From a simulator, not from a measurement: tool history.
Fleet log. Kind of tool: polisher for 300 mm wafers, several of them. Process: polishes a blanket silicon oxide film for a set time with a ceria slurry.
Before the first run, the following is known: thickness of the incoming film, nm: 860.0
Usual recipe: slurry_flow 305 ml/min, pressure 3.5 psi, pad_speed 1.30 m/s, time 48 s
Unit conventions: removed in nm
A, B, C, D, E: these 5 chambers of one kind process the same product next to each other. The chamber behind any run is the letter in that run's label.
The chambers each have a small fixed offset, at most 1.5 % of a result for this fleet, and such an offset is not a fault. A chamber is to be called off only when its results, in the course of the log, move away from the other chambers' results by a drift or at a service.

-- hour=4.7 chamber A: worn pad replaced by a new one
run 1C hour=6.2 | slurry_flow=305 pressure=3.5 pad_speed=1.30 time=48 | removed=299.23
-- hour=8.5 chamber B: worn pad replaced by a new one
run 2B hour=11.0 | slurry_flow=305 pressure=3.5 pad_speed=1.30 time=48 | removed=301.76
run 3D hour=16.0 | slurry_flow=305 pressure=3.5 pad_speed=1.30 time=48 | removed=311.95
-- hour=21.0 chamber D: worn pad replaced by a new one
run 4A hour=22.3 | slurry_flow=305 pressure=3.5 pad_speed=1.30 time=48 | removed=302.01
run 5E hour=26.8 | slurry_flow=305 pressure=3.5 pad_speed=1.30 time=48 | removed=299.88
-- hour=27.5 chamber C: worn pad replaced by a new one
run 6A hour=30.1 | slurry_flow=305 pressure=3.5 pad_speed=1.30 time=48 | removed=296.84
run 7B hour=33.4 | slurry_flow=305 pressure=3.5 pad_speed=1.30 time=48 | removed=294.03
run 8C hour=37.6 | slurry_flow=305 pressure=3.5 pad_speed=1.60 time=56 | removed=426.44
-- hour=39.9 chamber D: slurry nozzle cleaned
run 9E hour=41.7 | slurry_flow=305 pressure=3.5 pad_speed=1.60 time=56 | removed=434.91
run 10D hour=45.1 | slurry_flow=305 pressure=3.5 pad_speed=1.60 time=56 | removed=435.98
-- hour=46.4 chamber B: worn pad replaced by a new one
run 11C hour=49.6 | slurry_flow=305 pressure=3.5 pad_speed=1.60 time=56 | removed=416.10
run 12B hour=53.5 | slurry_flow=305 pressure=3.5 pad_speed=1.60 time=56 | removed=423.50
-- hour=55.1 chamber D: worn pad replaced by a new one
run 13A hour=56.4 | slurry_flow=215 pressure=2.9 pad_speed=1.30 time=48 | removed=237.08
-- hour=57.1 chamber A: worn pad replaced by a new one
run 14D hour=62.7 | slurry_flow=215 pressure=2.9 pad_speed=1.30 time=48 | removed=243.20
-- hour=65.9 chamber C: worn pad replaced by a new one
run 15E hour=66.9 | slurry_flow=215 pressure=2.9 pad_speed=1.30 time=48 | removed=237.78
-- hour=73.3 chamber E: worn pad replaced by a new one
run 16A hour=73.4 | slurry_flow=215 pressure=2.9 pad_speed=1.30 time=48 | removed=236.05
run 17B hour=76.9 | slurry_flow=215 pressure=2.9 pad_speed=1.30 time=48 | removed=246.52
-- hour=80.2 chamber B: slurry nozzle cleaned
-- hour=81.1 chamber B: worn pad replaced by a new one
-- hour=82.2 chamber C: head pressure recalibrated
run 18D hour=82.3 | slurry_flow=305 pressure=3.5 pad_speed=1.30 time=48 | removed=291.36
run 19C hour=85.6 | slurry_flow=305 pressure=3.5 pad_speed=1.30 time=48 | removed=297.01
-- hour=87.7 chamber D: worn pad replaced by a new one
run 20E hour=90.7 | slurry_flow=305 pressure=3.5 pad_speed=1.30 time=48 | removed=297.97
-- hour=93.1 chamber C: slurry nozzle cleaned
run 21E hour=94.9 | slurry_flow=305 pressure=3.5 pad_speed=1.30 time=48 | removed=307.53
-- hour=96.7 chamber B: head pressure recalibrated
run 22D hour=99.1 | slurry_flow=305 pressure=3.5 pad_speed=1.30 time=48 | removed=305.08
-- hour=104.6 chamber C: worn pad replaced by a new one
run 23B hour=105.6 | slurry_flow=305 pressure=3.5 pad_speed=1.30 time=48 | removed=304.36
run 24C hour=109.2 | slurry_flow=305 pressure=3.5 pad_speed=1.30 time=48 | removed=302.33
-- hour=111.0 chamber A: worn pad replaced by a new one
run 25A hour=112.5 | slurry_flow=305 pressure=3.5 pad_speed=1.04 time=65 | removed=316.99
-- hour=113.4 chamber B: worn pad replaced by a new one
run 26C hour=115.6 | slurry_flow=305 pressure=3.5 pad_speed=1.04 time=65 | removed=331.25
-- hour=120.2 chamber D: worn pad replaced by a new one
run 27A hour=121.2 | slurry_flow=305 pressure=3.5 pad_speed=1.04 time=65 | removed=314.75
run 28B hour=126.9 | slurry_flow=305 pressure=3.5 pad_speed=1.04 time=65 | removed=317.01
run 29E hour=130.0 | slurry_flow=305 pressure=3.5 pad_speed=1.04 time=65 | removed=326.25
run 30D hour=135.5 | slurry_flow=305 pressure=3.5 pad_speed=1.30 time=48 | removed=299.92
-- hour=139.6 chamber C: worn pad replaced by a new one
run 31C hour=141.3 | slurry_flow=400 pressure=4.4 pad_speed=1.30 time=48 | removed=383.92
-- hour=143.8 chamber B: worn pad replaced by a new one
run 32E hour=145.3 | slurry_flow=400 pressure=4.4 pad_speed=1.30 time=48 | removed=385.77
-- hour=148.7 chamber E: worn pad replaced by a new one
run 33D hour=151.1 | slurry_flow=400 pressure=4.4 pad_speed=1.30 time=48 | removed=389.53
run 34B hour=154.1 | slurry_flow=400 pressure=4.4 pad_speed=1.30 time=48 | removed=382.57
run 35A hour=157.0 | slurry_flow=400 pressure=4.4 pad_speed=1.30 time=48 | removed=374.61
run 36A hour=162.3 | slurry_flow=200 pressure=3.0 pad_speed=1.30 time=48 | removed=241.97
run 37E hour=167.7 | slurry_flow=200 pressure=3.0 pad_speed=1.30 time=48 | removed=247.33

All 5 chambers run these settings next. Forecast each chamber's results:
run 38A hour=172.4 | slurry_flow=305 pressure=3.5 pad_speed=1.30 time=48 | removed=?
run 38B hour=172.4 | slurry_flow=305 pressure=3.5 pad_speed=1.30 time=48 | removed=?
run 38C hour=172.4 | slurry_flow=305 pressure=3.5 pad_speed=1.30 time=48 | removed=?
run 38D hour=172.4 | slurry_flow=305 pressure=3.5 pad_speed=1.30 time=48 | removed=?
run 38E hour=172.4 | slurry_flow=305 pressure=3.5 pad_speed=1.30 time=48 | removed=?

run=38A removed=297.76
run=38B removed=302.45
run=38C removed=304.60
run=38D removed=300.49
run=38E removed=300.95
